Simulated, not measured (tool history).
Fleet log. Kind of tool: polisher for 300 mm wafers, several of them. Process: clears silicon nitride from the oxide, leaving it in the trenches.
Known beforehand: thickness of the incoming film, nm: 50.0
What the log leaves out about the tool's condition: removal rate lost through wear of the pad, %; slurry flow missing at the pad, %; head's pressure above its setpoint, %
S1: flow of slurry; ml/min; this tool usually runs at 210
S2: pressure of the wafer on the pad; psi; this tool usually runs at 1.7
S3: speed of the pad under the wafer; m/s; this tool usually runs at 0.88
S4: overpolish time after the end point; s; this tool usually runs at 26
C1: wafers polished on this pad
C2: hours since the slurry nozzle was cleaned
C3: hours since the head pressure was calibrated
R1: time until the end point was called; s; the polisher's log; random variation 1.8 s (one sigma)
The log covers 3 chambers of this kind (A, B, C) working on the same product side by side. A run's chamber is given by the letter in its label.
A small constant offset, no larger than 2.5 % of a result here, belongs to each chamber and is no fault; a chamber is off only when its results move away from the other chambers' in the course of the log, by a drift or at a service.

run,hour,S1,S2,S3,S4,C1,C2,C3,R1
# hour 12.3: chamber C: slurry nozzle cleaned
1C,15.7,210,1.7,0.88,26,274,3.5,753.8,97.465
2A,28.2,210,1.7,0.88,26,450,432.4,89.6,95.211
3B,38.7,210,1.7,0.88,26,445,496.2,817.2,96.886
4A,53.6,210,1.7,0.88,26,686,457.8,115,98.304
# hour 55.2: chamber B: worn pad replaced by a new one
5C,67.1,280,1.7,0.88,26,752,54.9,805.2,92.521
6B,74.2,280,1.7,0.88,26,176,531.7,852.7,93.45
7B,82.9,280,1.7,0.88,26,257,540.4,861.4,94.104
# hour 86.4: chamber B: slurry nozzle cleaned
8A,98.6,210,1.7,0.88,26,1104,502.8,160,97.309
9C,106.8,210,1.7,0.88,26,1121,94.6,844.9,98.364
10B,118.3,210,2.3,1.06,26,586,31.9,896.8,59.364
# hour 119.1: chamber A: worn pad replaced by a new one
# hour 130: chamber B: worn pad replaced by a new one
11C,133.5,210,2.3,1.06,26,1369,121.3,871.6,61.433
12A,148.1,210,2.3,1.06,26,269,552.3,209.5,59.132
13C,158.5,270,1.7,0.88,26,1601,146.3,896.6,96.991
14A,166.8,270,1.7,0.88,26,443,571,228.2,93.264
15B,174.6,270,1.7,0.88,26,415,88.2,953.1,95.984
16C,186.9,210,1.4,0.74,26,1865,174.7,925,150.8
17A,194.7,210,1.4,0.74,26,702,598.9,256.1,138.4
# hour 198.3: chamber B: worn pad replaced by a new one
18B,206.3,210,1.4,0.74,26,75,119.9,984.8,139.24
19A,213.4,210,1.7,0.88,26,876,617.6,274.8,94.702
# hour 220.6: chamber A: slurry nozzle cleaned
20B,222.2,210,1.7,0.88,26,222,135.8,1000.7,95.238
# hour 222.9: chamber C: head pressure recalibrated
21C,231.8,210,1.7,0.88,26,2282,219.6,8.9,102.71
# hour 236.5: chamber A: worn pad replaced by a new one
22B,245.4,170,1.7,0.88,13,438,159,1023.9,98.278
23C,254.1,170,1.7,0.88,13,2489,241.9,31.2,109.45
# hour 255.6: chamber B: worn pad replaced by a new one
24A,268.4,170,1.7,0.88,13,296,47.9,329.8,97.007
25A,282.7,210,1.7,0.88,26,429,62.2,344.1,93.135
26C,299,210,1.7,0.88,26,2907,286.8,76.1,108.77
27B,310,210,1.7,0.88,26,505,223.6,1088.5,96.639
28B,318.4,210,1.7,0.88,26,584,232,1096.9,97.306
29A,332.4,210,1.2,0.62,26,891,111.9,393.8,194.47

Next, all 3 chambers run the settings below, one line each with question marks for the results. What does each chamber give?
30A,344,180,1.7,0.88,26,,,,?
30B,344,180,1.7,0.88,26,,,,?
30C,344,180,1.7,0.88,26,,,,?

run,R1
30A,96.136
30B,95.073
30C,114.11
